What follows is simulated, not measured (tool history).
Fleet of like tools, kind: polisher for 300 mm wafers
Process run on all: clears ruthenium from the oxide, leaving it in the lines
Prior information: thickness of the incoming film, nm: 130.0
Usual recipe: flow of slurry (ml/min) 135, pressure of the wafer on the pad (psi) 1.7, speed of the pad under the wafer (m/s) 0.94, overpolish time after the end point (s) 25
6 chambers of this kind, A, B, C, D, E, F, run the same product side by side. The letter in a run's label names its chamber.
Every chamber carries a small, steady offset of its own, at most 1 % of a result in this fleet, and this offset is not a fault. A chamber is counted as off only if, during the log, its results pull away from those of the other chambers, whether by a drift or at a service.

run,hour,flow of slurry (ml/min),pressure of the wafer on the pad (psi),speed of the pad under the wafer (m/s),overpolish time after the end point (s),time until the end point was called (s)
# hour 7.7: chamber D: head pressure recalibrated
1D,14.5,135,1.7,0.94,25,129.04
2B,21.5,135,1.7,0.94,25,125.94
3C,32.5,135,1.7,0.94,25,129.23
# hour 35.2: chamber D: worn pad replaced by a new one
4A,40.2,135,1.7,0.94,25,133.73
# hour 47.2: chamber F: worn pad replaced by a new one
# hour 50.2: chamber F: head pressure recalibrated
5F,53.6,135,1.7,0.94,25,128.57
6E,62,135,1.7,0.94,25,129.11
# hour 64.8: chamber E: worn pad replaced by a new one
# hour 64.9: chamber A: slurry nozzle cleaned
7A,75.6,135,1.7,0.94,25,128.9
# hour 86.4: chamber B: slurry nozzle cleaned
8F,90.5,135,1.7,0.94,25,130.34
# hour 98.2: chamber A: worn pad replaced by a new one
9D,105,135,1.7,0.94,25,128.62
# hour 113: chamber C: worn pad replaced by a new one
10B,119.4,135,1.7,0.94,25,128.83
11C,132.1,135,1.7,0.94,25,128.94
12E,145.9,135,1.7,0.94,25,128.42
13A,155.3,135,1.7,0.94,25,127.34
14B,162.5,135,1.7,0.94,25,127.8
# hour 170.7: chamber F: worn pad replaced by a new one
15D,171.7,135,1.7,0.94,25,130.86
# hour 178.1: chamber D: worn pad replaced by a new one
# hour 181.1: chamber B: worn pad replaced by a new one
16C,181.2,135,1.7,0.94,25,131.91
# hour 184.6: chamber F: slurry nozzle cleaned
17F,192,135,1.2,0.94,25,185.08
18E,205.8,135,1.2,0.94,25,181.71
# hour 211.4: chamber E: slurry nozzle cleaned
19D,216.3,135,1.2,0.94,25,183.26
20F,228.5,135,1.2,0.94,25,178.88
21A,236.4,135,1.2,0.94,25,182.08
22E,251,135,1.2,0.94,25,180.34
23B,257.9,135,1.7,0.94,25,128.02
# hour 258: chamber E: worn pad replaced by a new one
# hour 263.4: chamber A: worn pad replaced by a new one
24C,271.1,135,1.7,0.94,25,129.22
# hour 272.8: chamber A: head pressure recalibrated
# hour 279.7: chamber B: slurry nozzle cleaned
# hour 284.5: chamber C: slurry nozzle cleaned
25E,285.6,135,1.7,0.94,25,127.3
# hour 297.6: chamber F: worn pad replaced by a new one
26F,298,135,1.7,0.94,25,128.64
# hour 301.4: chamber C: worn pad replaced by a new one
27B,313.2,135,1.7,0.94,25,128.04
28A,324.5,135,2.1,0.94,25,102.5
# hour 328.9: chamber A: slurry nozzle cleaned
# hour 336.2: chamber D: worn pad replaced by a new one
29C,339.4,135,2.1,0.94,25,104.83
30D,347.6,135,2.1,0.94,25,104
# hour 350.2: chamber B: worn pad replaced by a new one
31B,355.2,135,2.1,0.94,25,103.22
32D,363.9,135,2.1,0.94,25,104.2
33F,377.4,135,2.1,0.94,25,104.12
34A,392.1,135,1.7,0.94,25,127.26
35E,405.2,135,1.7,1.22,25,99.298
# hour 411: chamber E: slurry nozzle cleaned
36C,417.8,135,1.7,1.22,25,101.48
# hour 420.1: chamber F: worn pad replaced by a new one
37E,428.5,135,1.7,1.22,25,96.587
38D,440.2,135,1.7,1.22,25,99.319
39F,447.9,135,1.7,1.22,25,100.26

Is one chamber off against the others, does the gauge drift, or is nothing wrong? If a chamber is off, say which, and what the likeliest cause is.

All chambers stay in line apart from their small fixed offsets, and the gauge does not drift.

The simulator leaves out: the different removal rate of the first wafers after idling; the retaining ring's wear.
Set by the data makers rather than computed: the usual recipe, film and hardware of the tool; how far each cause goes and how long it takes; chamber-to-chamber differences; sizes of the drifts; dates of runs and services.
